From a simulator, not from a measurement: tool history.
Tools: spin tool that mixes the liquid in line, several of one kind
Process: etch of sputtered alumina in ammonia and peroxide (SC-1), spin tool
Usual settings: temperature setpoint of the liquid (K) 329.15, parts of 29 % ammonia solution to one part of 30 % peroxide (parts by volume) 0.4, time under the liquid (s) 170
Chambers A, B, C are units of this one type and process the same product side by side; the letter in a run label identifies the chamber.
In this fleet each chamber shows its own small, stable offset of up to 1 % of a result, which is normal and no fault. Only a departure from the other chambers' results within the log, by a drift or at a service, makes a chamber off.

| run | day | temperature setpoint of the liquid (K) | parts of 29 % ammonia solution to one part of 30 % peroxide (parts by volume) | time under the liquid (s) | read-back film thickness of the sputtered alumina reference wafer, read on the same gauge (nm) | thickness taken off the sputtered alumina on a monitor wafer (angstrom) |
|---|---|---|---|---|---|---|
| 1A | 0.396 | 329.15 | 0.4 | 170 | 59.994 | 92.709 |
| 2C | 0.762 | 329.15 | 0.4 | 170 | 60.027 | 92.271 |
| 3B | 0.988 | 329.15 | 0.4 | 170 | 60.014 | 93.87 |
| 4B | 1.375 | 329.15 | 0.4 | 170 | 59.979 | 93.793 |
| 5C | 1.762 | 329.15 | 0.4 | 170 | 60.015 | 90.648 |
| 6A | 2.042 | 329.15 | 0.55 | 125 | 60.001 | 69.854 |
| 7C | 2.271 | 329.15 | 0.55 | 125 | 59.999 | 68.671 |
| 8A | 2.571 | 329.15 | 0.55 | 125 | 60.004 | 68.943 |
| 9B | 2.842 | 321.65 | 0.4 | 250 | 59.984 | 89.058 |
| 10B | 3.196 | 321.65 | 0.4 | 250 | 60.004 | 89.027 |
| 11A | 3.467 | 321.65 | 0.4 | 250 | 59.999 | 90.252 |
| 12C | 3.75 | 329.15 | 0.4 | 170 | 59.993 | 90.938 |
|  | 3.983 | chamber A: heated supply line repaired |
| 13B | 4.038 | 329.15 | 0.4 | 170 | 59.992 | 94.063 |
| 14A | 4.325 | 329.15 | 0.4 | 170 | 59.992 | 91.861 |
| 15C | 4.658 | 329.15 | 0.55 | 245 | 59.996 | 138.6 |
| 16A | 5.067 | 329.15 | 0.55 | 245 | 59.988 | 135.34 |
| 17B | 5.521 | 329.15 | 0.55 | 245 | 59.996 | 137.03 |
| 18C | 5.767 | 329.15 | 0.4 | 170 | 59.973 | 89.699 |
| 19B | 6.104 | 329.15 | 0.4 | 170 | 60.007 | 92.588 |
| 20A | 6.538 | 329.15 | 0.4 | 170 | 59.978 | 91.168 |
| 21C | 6.758 | 329.15 | 0.4 | 170 | 60.005 | 91.247 |
| 22B | 7.167 | 329.15 | 0.4 | 170 | 59.997 | 91.843 |
| 23A | 7.562 | 329.15 | 0.4 | 170 | 60.009 | 91.752 |
| 24C | 7.938 | 329.15 | 0.4 | 170 | 59.993 | 88.459 |
| 25C | 8.238 | 329.15 | 0.4 | 170 | 60.009 | 88.197 |
| 26B | 8.533 | 329.15 | 0.4 | 170 | 60.005 | 92.768 |
|  | 8.838 | chamber B: thermometer replaced |
| 27A | 8.858 | 329.15 | 0.4 | 170 | 60.004 | 91.56 |
| 28B | 9.079 | 329.15 | 0.4 | 170 | 60.009 | 93.649 |
| 29C | 9.333 | 335.65 | 0.4 | 100 | 59.988 | 72.399 |
| 30A | 9.571 | 335.65 | 0.4 | 100 | 59.997 | 74.269 |
| 31C | 9.854 | 335.65 | 0.4 | 100 | 60.002 | 71.558 |
| 32B | 10.279 | 329.15 | 0.4 | 170 | 60 | 92.775 |
| 33A | 10.729 | 329.15 | 0.4 | 170 | 59.987 | 91.729 |
| 34B | 10.971 | 329.15 | 0.4 | 170 | 60.009 | 93.329 |
| 35C | 11.238 | 329.15 | 0.4 | 170 | 59.983 | 86.654 |
|  | 11.45 | chamber B: ammonia flow meter replaced |
| 36A | 11.592 | 329.15 | 0.4 | 170 | 60.002 | 90.064 |
| 37B | 11.817 | 329.15 | 0.4 | 170 | 59.981 | 93.562 |
| 38C | 12.25 | 329.15 | 0.4 | 170 | 59.999 | 82.727 |

What goes on in this fleet: one chamber off, a drifting gauge, or nothing beyond the chambers' own small offsets? Name the chamber and the cause, if any.

Chamber C drifts away from the others.
Cause: temperature lost on the way to the wafer (K) = 1.79.
The log may not tell that from: liquid colder than its thermometer reads (K).

Which of the 4 candidates below, each the usual settings with something changed and its results left as question marks, puts chamber C back in line with what the other chambers give on the usual settings?
To be in line, a result may differ from the other chambers' mean on the usual settings by at most: thickness taken off the sputtered alumina on a monitor wafer (angstrom) 3
| 39C-1 | 12.579 | 328.65 | 0.4 | 170 |  | ? |
| 39C-2 | 12.579 | 329.65 | 0.4 | 180 |  | ? |
| 39C-3 | 12.579 | 328.65 | 0.4 | 160 |  | ? |
| 39C-4 | 12.579 | 329.15 | 0.55 | 170 |  | ? |

The other chambers' mean on the usual settings: thickness taken off the sputtered alumina on a monitor wafer (angstrom) 92.313
| run | thickness taken off the sputtered alumina on a monitor wafer (angstrom) |
|---|---|
| 39C-1 | 81.895 |
| 39C-2 | 91.521 |
| 39C-3 | 77.078 |
| 39C-4 | 86.693 |
The right change is 39C-2: it brings the chamber back within the allowed miss of the others.
